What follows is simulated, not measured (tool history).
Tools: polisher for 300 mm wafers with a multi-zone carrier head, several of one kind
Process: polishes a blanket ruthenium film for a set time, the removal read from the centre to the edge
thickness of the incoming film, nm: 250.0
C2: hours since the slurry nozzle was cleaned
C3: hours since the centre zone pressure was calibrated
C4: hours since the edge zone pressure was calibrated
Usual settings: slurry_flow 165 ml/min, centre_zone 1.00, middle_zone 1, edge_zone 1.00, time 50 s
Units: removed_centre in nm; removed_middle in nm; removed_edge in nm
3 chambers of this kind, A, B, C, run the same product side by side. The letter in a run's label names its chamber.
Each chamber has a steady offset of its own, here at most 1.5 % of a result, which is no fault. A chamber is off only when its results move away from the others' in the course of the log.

Run 1A, hour 6.9: usual settings; wafers polished on this pad 642; C2 89.6; C3 736.1; C4 1073.7. Result: removed_centre 66.149 nm, removed_middle 64.583 nm, removed_edge 64.917 nm.
Run 2B, hour 13.4: usual settings; wafers polished on this pad 380; C2 253.8; C3 1019.1; C4 24.0. Result: removed_centre 66.516 nm, removed_middle 67.753 nm, removed_edge 65.016 nm.
Run 3C, hour 20.9: usual settings; wafers polished on this pad 693; C2 177.6; C3 283.8; C4 1257.6. Result: removed_centre 65.601 nm, removed_middle 66.332 nm, removed_edge 66.026 nm.
Run 4B, hour 30.1: usual settings; wafers polished on this pad 657; C2 270.5; C3 1035.8; C4 40.7. Result: removed_centre 65.179 nm, removed_middle 68.121 nm, removed_edge 64.743 nm.
Run 5C, hour 38.2: usual settings; wafers polished on this pad 979; C2 194.9; C3 301.1; C4 1274.9. Result: removed_centre 66.178 nm, removed_middle 64.229 nm, removed_edge 65.205 nm.
Run 6A, hour 51.9: usual settings; wafers polished on this pad 1386; C2 134.6; C3 781.1; C4 1118.7. Result: removed_centre 66.964 nm, removed_middle 65.814 nm, removed_edge 66.095 nm.
Run 7C, hour 60.2: usual settings; wafers polished on this pad 1343; C2 216.9; C3 323.1; C4 1296.9. Result: removed_centre 65.658 nm, removed_middle 66.078 nm, removed_edge 65.040 nm.
At hour 64.1: chamber A: worn pad replaced by a new one.
Run 8B, hour 71.6: usual settings but centre_zone 1.12, edge_zone 1.06; wafers polished on this pad 1343; C2 312.0; C3 1077.3; C4 82.2. Result: removed_centre 73.324 nm, removed_middle 64.791 nm, removed_edge 67.689 nm.
At hour 71.8: chamber C: worn pad replaced by a new one.
Run 9A, hour 83.8: usual settings but centre_zone 1.12, edge_zone 1.06; wafers polished on this pad 327; C2 166.5; C3 813.0; C4 1150.6. Result: removed_centre 73.658 nm, removed_middle 65.580 nm, removed_edge 67.266 nm.
At hour 89.7: chamber B: worn pad replaced by a new one.
Run 10A, hour 93.6: usual settings but centre_zone 1.12, edge_zone 1.06; wafers polished on this pad 489; C2 176.3; C3 822.8; C4 1160.4. Result: removed_centre 74.120 nm, removed_middle 65.733 nm, removed_edge 68.490 nm.
Run 11B, hour 107.9: usual settings; wafers polished on this pad 301; C2 348.3; C3 1113.6; C4 118.5. Result: removed_centre 66.055 nm, removed_middle 66.723 nm, removed_edge 66.754 nm.
Run 12C, hour 117.3: usual settings but edge_zone 1.07; wafers polished on this pad 754; C2 274.0; C3 380.2; C4 1354.0. Result: removed_centre 65.021 nm, removed_middle 66.317 nm, removed_edge 66.968 nm.
At hour 130.1: chamber C: edge zone pressure recalibrated.
Run 13B, hour 131.3: usual settings but edge_zone 1.07; wafers polished on this pad 688; C2 371.7; C3 1137.0; C4 141.9. Result: removed_centre 64.987 nm, removed_middle 64.904 nm, removed_edge 68.997 nm.
Run 14C, hour 137.6: usual settings but edge_zone 1.07; wafers polished on this pad 1089; C2 294.3; C3 400.5; C4 7.6. Result: removed_centre 64.802 nm, removed_middle 66.296 nm, removed_edge 67.647 nm.
Run 15A, hour 148.2: usual settings; wafers polished on this pad 1392; C2 230.9; C3 877.4; C4 1215.0. Result: removed_centre 66.105 nm, removed_middle 65.489 nm, removed_edge 66.043 nm.
At hour 157.6: chamber A: worn pad replaced by a new one.
Run 16B, hour 160.2: usual settings; wafers polished on this pad 1166; C2 400.6; C3 1165.9; C4 170.8. Result: removed_centre 65.827 nm, removed_middle 67.996 nm, removed_edge 65.506 nm.
At hour 163.3: chamber C: worn pad replaced by a new one.
Run 17C, hour 168.5: usual settings; wafers polished on this pad 87; C2 325.2; C3 431.4; C4 38.5. Result: removed_centre 64.930 nm, removed_middle 66.464 nm, removed_edge 64.494 nm.
Run 18A, hour 177.3: usual settings; wafers polished on this pad 326; C2 260.0; C3 906.5; C4 1244.1. Result: removed_centre 65.387 nm, removed_middle 66.243 nm, removed_edge 66.679 nm.
Run 19C, hour 183.6: usual settings; wafers polished on this pad 337; C2 340.3; C3 446.5; C4 53.6. Result: removed_centre 64.589 nm, removed_middle 66.874 nm, removed_edge 65.324 nm.
At hour 184.8: chamber B: worn pad replaced by a new one.
Run 20B, hour 196.4: usual settings; wafers polished on this pad 191; C2 436.8; C3 1202.1; C4 207.0. Result: removed_centre 66.302 nm, removed_middle 68.435 nm, removed_edge 65.550 nm.
At hour 208.7: chamber A: edge zone pressure recalibrated.
Run 21A, hour 208.7: usual settings; wafers polished on this pad 845; C2 291.4; C3 937.9; C4 0.0. Result: removed_centre 65.424 nm, removed_middle 65.087 nm, removed_edge 64.833 nm.
At hour 220.5: chamber B: centre zone pressure recalibrated.
Run 22A, hour 222.5: usual settings; wafers polished on this pad 1073; C2 305.2; C3 951.7; C4 13.8. Result: removed_centre 65.936 nm, removed_middle 63.756 nm, removed_edge 63.502 nm.
Run 23C, hour 230.0: usual settings; wafers polished on this pad 1104; C2 386.7; C3 492.9; C4 100.0. Result: removed_centre 62.685 nm, removed_middle 66.985 nm, removed_edge 64.381 nm.
At hour 235.1: chamber A: slurry nozzle cleaned.
At hour 239.7: chamber A: worn pad replaced by a new one.
Run 24B, hour 242.0: usual settings but centre_zone 0.95, edge_zone 1.07; wafers polished on this pad 946; C2 482.4; C3 21.5; C4 252.6. Result: removed_centre 61.987 nm, removed_middle 67.046 nm, removed_edge 67.503 nm.
Run 25B, hour 256.3: usual settings but centre_zone 0.95, edge_zone 1.07; wafers polished on this pad 1182; C2 496.7; C3 35.8; C4 266.9. Result: removed_centre 61.556 nm, removed_middle 65.542 nm, removed_edge 67.978 nm.
At hour 258.3: chamber C: worn pad replaced by a new one.
At hour 268.6: chamber B: worn pad replaced by a new one.
Run 26C, hour 270.1: usual settings but centre_zone 0.95, edge_zone 1.07; wafers polished on this pad 196; C2 426.8; C3 533.0; C4 140.1. Result: removed_centre 59.051 nm, removed_middle 65.660 nm, removed_edge 66.871 nm.
Run 27A, hour 276.7: usual settings; wafers polished on this pad 613; C2 41.7; C3 1005.9; C4 68.0. Result: removed_centre 65.718 nm, removed_middle 66.630 nm, removed_edge 66.231 nm.
Run 28A, hour 288.6: usual settings; wafers polished on this pad 810; C2 53.6; C3 1017.8; C4 79.9. Result: removed_centre 64.946 nm, removed_middle 64.628 nm, removed_edge 66.376 nm.
Run 29C, hour 296.6: usual settings; wafers polished on this pad 635; C2 453.3; C3 559.5; C4 166.6. Result: removed_centre 61.762 nm, removed_middle 66.041 nm, removed_edge 66.851 nm.
Run 30B, hour 303.6: usual settings; wafers polished on this pad 579; C2 544.0; C3 83.1; C4 314.2. Result: removed_centre 65.977 nm, removed_middle 66.391 nm, removed_edge 65.822 nm.
Run 31A, hour 312.8: usual settings; wafers polished on this pad 1210; C2 77.8; C3 1042.0; C4 104.1. Result: removed_centre 66.588 nm, removed_middle 65.419 nm, removed_edge 66.683 nm.
At hour 322.7: chamber A: worn pad replaced by a new one.
Run 32C, hour 326.4: usual settings but centre_zone 0.93, edge_zone 0.89; wafers polished on this pad 1128; C2 483.1; C3 589.3; C4 196.4. Result: removed_centre 56.349 nm, removed_middle 66.948 nm, removed_edge 61.264 nm.
Run 33B, hour 337.7: usual settings but centre_zone 0.93, edge_zone 0.89; wafers polished on this pad 1143; C2 578.1; C3 117.2; C4 348.3. Result: removed_centre 60.091 nm, removed_middle 65.805 nm, removed_edge 62.306 nm.
At hour 341.2: chamber C: worn pad replaced by a new one.
Run 34C, hour 344.4: usual settings but centre_zone 0.93, edge_zone 0.89; wafers polished on this pad 53; C2 501.1; C3 607.3; C4 214.4. Result: removed_centre 56.108 nm, removed_middle 65.432 nm, removed_edge 62.451 nm.
Run 35A, hour 356.0: usual settings; wafers polished on this pad 550; C2 121.0; C3 1085.2; C4 147.3. Result: removed_centre 66.731 nm, removed_middle 65.166 nm, removed_edge 66.267 nm.
Run 36B, hour 367.5: usual settings; wafers polished on this pad 1635; C2 607.9; C3 147.0; C4 378.1. Result: removed_centre 65.435 nm, removed_middle 65.650 nm, removed_edge 64.292 nm.
At hour 369.7: chamber B: worn pad replaced by a new one.
Run 37B, hour 381.4: usual settings; wafers polished on this pad 193; C2 621.8; C3 160.9; C4 392.0. Result: removed_centre 64.428 nm, removed_middle 65.168 nm, removed_edge 64.222 nm.
At hour 390.1: chamber B: slurry nozzle cleaned.
Run 38A, hour 392.9: usual settings; wafers polished on this pad 1161; C2 157.9; C3 1122.1; C4 184.2. Result: removed_centre 65.714 nm, removed_middle 66.462 nm, removed_edge 67.427 nm.
Run 39C, hour 405.9: usual settings; wafers polished on this pad 1070; C2 562.6; C3 668.8; C4 275.9. Result: removed_centre 59.500 nm, removed_middle 65.683 nm, removed_edge 66.351 nm.
At hour 416.5: chamber B: edge zone pressure recalibrated.
Run 40B, hour 417.6: usual settings; wafers polished on this pad 792; C2 27.6; C3 197.1; C4 1.1. Result: removed_centre 65.321 nm, removed_middle 66.560 nm, removed_edge 64.907 nm.
At hour 430.6: chamber A: worn pad replaced by a new one.
Run 41C, hour 431.7: usual settings but time 64 s; wafers polished on this pad 1497; C2 588.4; C3 694.6; C4 301.7. Result: removed_centre 74.363 nm, removed_middle 86.325 nm, removed_edge 84.420 nm.
Run 42A, hour 444.8: usual settings but time 64 s; wafers polished on this pad 235; C2 209.8; C3 1174.0; C4 236.1. Result: removed_centre 83.838 nm, removed_middle 82.915 nm, removed_edge 84.361 nm.
Run 43A, hour 456.2: usual settings but time 64 s; wafers polished on this pad 424; C2 221.2; C3 1185.4; C4 247.5. Result: removed_centre 84.697 nm, removed_middle 83.132 nm, removed_edge 84.448 nm.
Run 44B, hour 469.8: usual settings; wafers polished on this pad 1655; C2 79.8; C3 249.3; C4 53.3. Result: removed_centre 66.068 nm, removed_middle 67.052 nm, removed_edge 65.176 nm.

Is one chamber off against the others, does the gauge drift, or is nothing wrong? If a chamber is off, say which, and what the likeliest cause is.

Chamber C drifts away from the others.
Cause: centre zone's pressure below its setpoint, % = 10.5.

Here are 4 candidates for chamber C's next run, each the usual settings with a change, their results left as question marks. Which one brings its results back in line with what the others give on the usual settings?
In line means no further than this from the other chambers' mean on the usual settings: removed_centre 2.100 nm; removed_middle 2.600 nm; removed_edge 2.800 nm
Run 45C-1, hour 480.1: usual settings but slurry_flow 170 ml/min, centre_zone 1.09, middle_zone 0.97, edge_zone 0.98, time 51 s. Result: removed_centre ?, removed_middle ?, removed_edge ?.
Run 45C-2, hour 480.1: usual settings but slurry_flow 160 ml/min, centre_zone 0.91, middle_zone 1.03, edge_zone 1.02, time 49 s. Result: removed_centre ?, removed_middle ?, removed_edge ?.
Run 45C-3, hour 480.1: usual settings but slurry_flow 160 ml/min, centre_zone 0.96, middle_zone 1.01, edge_zone 1.01. Result: removed_centre ?, removed_middle ?, removed_edge ?.
Run 45C-4, hour 480.1: usual settings but slurry_flow 170 ml/min, centre_zone 1.04, middle_zone 0.99, edge_zone 0.99. Result: removed_centre ?, removed_middle ?, removed_edge ?.

The other chambers' mean on the usual settings: removed_centre 65.686 nm; removed_middle 65.889 nm; removed_edge 65.793 nm
  run  removed_centre  removed_middle  removed_edge
45C-1          65.999          65.512        65.906
45C-2          51.385          65.842        64.096
45C-3          55.630          65.976        65.088
45C-4          61.473          65.448        64.934
45C-1 brings the chamber back in line.
